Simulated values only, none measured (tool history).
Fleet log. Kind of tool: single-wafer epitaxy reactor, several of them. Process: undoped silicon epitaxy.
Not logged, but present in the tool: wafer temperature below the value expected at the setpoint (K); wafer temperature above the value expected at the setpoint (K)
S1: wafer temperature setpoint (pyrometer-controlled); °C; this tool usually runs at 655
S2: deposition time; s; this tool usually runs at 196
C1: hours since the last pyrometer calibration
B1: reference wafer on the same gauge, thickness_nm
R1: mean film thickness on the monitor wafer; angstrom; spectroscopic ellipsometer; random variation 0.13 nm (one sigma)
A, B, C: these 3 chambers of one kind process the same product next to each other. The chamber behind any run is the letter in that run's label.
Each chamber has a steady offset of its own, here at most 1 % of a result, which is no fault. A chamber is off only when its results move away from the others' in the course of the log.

| run | day | S1 | S2 | C1 | B1 | R1 |
|---|---|---|---|---|---|---|
| 1B | 0.312 | 655 | 196 | 209.4 | 39.616 | 367.60 |
| 2A | 0.808 | 655 | 196 | 2036.0 | 39.600 | 365.58 |
|  | 1.392 | chamber A: pyrometer calibrated |
| 3C | 1.404 | 655 | 196 | 2199.6 | 39.560 | 369.09 |
| 4A | 1.725 | 655 | 196 | 8.0 | 39.573 | 366.97 |
| 5C | 2.008 | 655 | 196 | 2214.1 | 39.587 | 366.43 |
| 6B | 2.312 | 655 | 196 | 257.4 | 39.600 | 368.88 |
| 7B | 2.842 | 655 | 176 | 270.1 | 39.605 | 329.31 |
| 8C | 3.462 | 655 | 176 | 2249.0 | 39.597 | 331.37 |
| 9A | 3.742 | 655 | 176 | 56.4 | 39.623 | 328.30 |
| 10B | 4.092 | 655 | 196 | 300.1 | 39.650 | 366.54 |
| 11A | 4.646 | 655 | 196 | 78.1 | 39.567 | 364.32 |
| 12C | 5.067 | 655 | 196 | 2287.5 | 39.605 | 368.93 |
| 13A | 5.350 | 655 | 196 | 95.0 | 39.585 | 366.81 |
| 14B | 5.638 | 655 | 196 | 337.2 | 39.598 | 367.91 |
| 15C | 6.133 | 655 | 196 | 2313.1 | 39.566 | 368.56 |
| 16B | 6.667 | 655 | 196 | 361.9 | 39.584 | 370.02 |
| 17A | 7.117 | 655 | 196 | 137.4 | 39.595 | 363.96 |
| 18C | 7.675 | 655 | 196 | 2350.1 | 39.566 | 368.61 |
|  | 7.796 | chamber C: pyrometer calibrated |
| 19C | 8.179 | 655 | 196 | 9.3 | 39.612 | 370.37 |
| 20B | 8.471 | 663 | 173 | 405.2 | 39.586 | 386.94 |
| 21A | 8.825 | 663 | 173 | 178.4 | 39.631 | 385.05 |
| 22B | 9.267 | 663 | 173 | 424.3 | 39.558 | 385.55 |

The same settings go to every chamber for the next run, one line per chamber below. Forecast the results for each:
| 23A | 9.729 | 655 | 223 |  |  | ? |
| 23B | 9.729 | 655 | 223 |  |  | ? |
| 23C | 9.729 | 655 | 223 |  |  | ? |

| run | R1 |
|---|---|
| 23A | 415.91 |
| 23B | 416.11 |
| 23C | 421.61 |
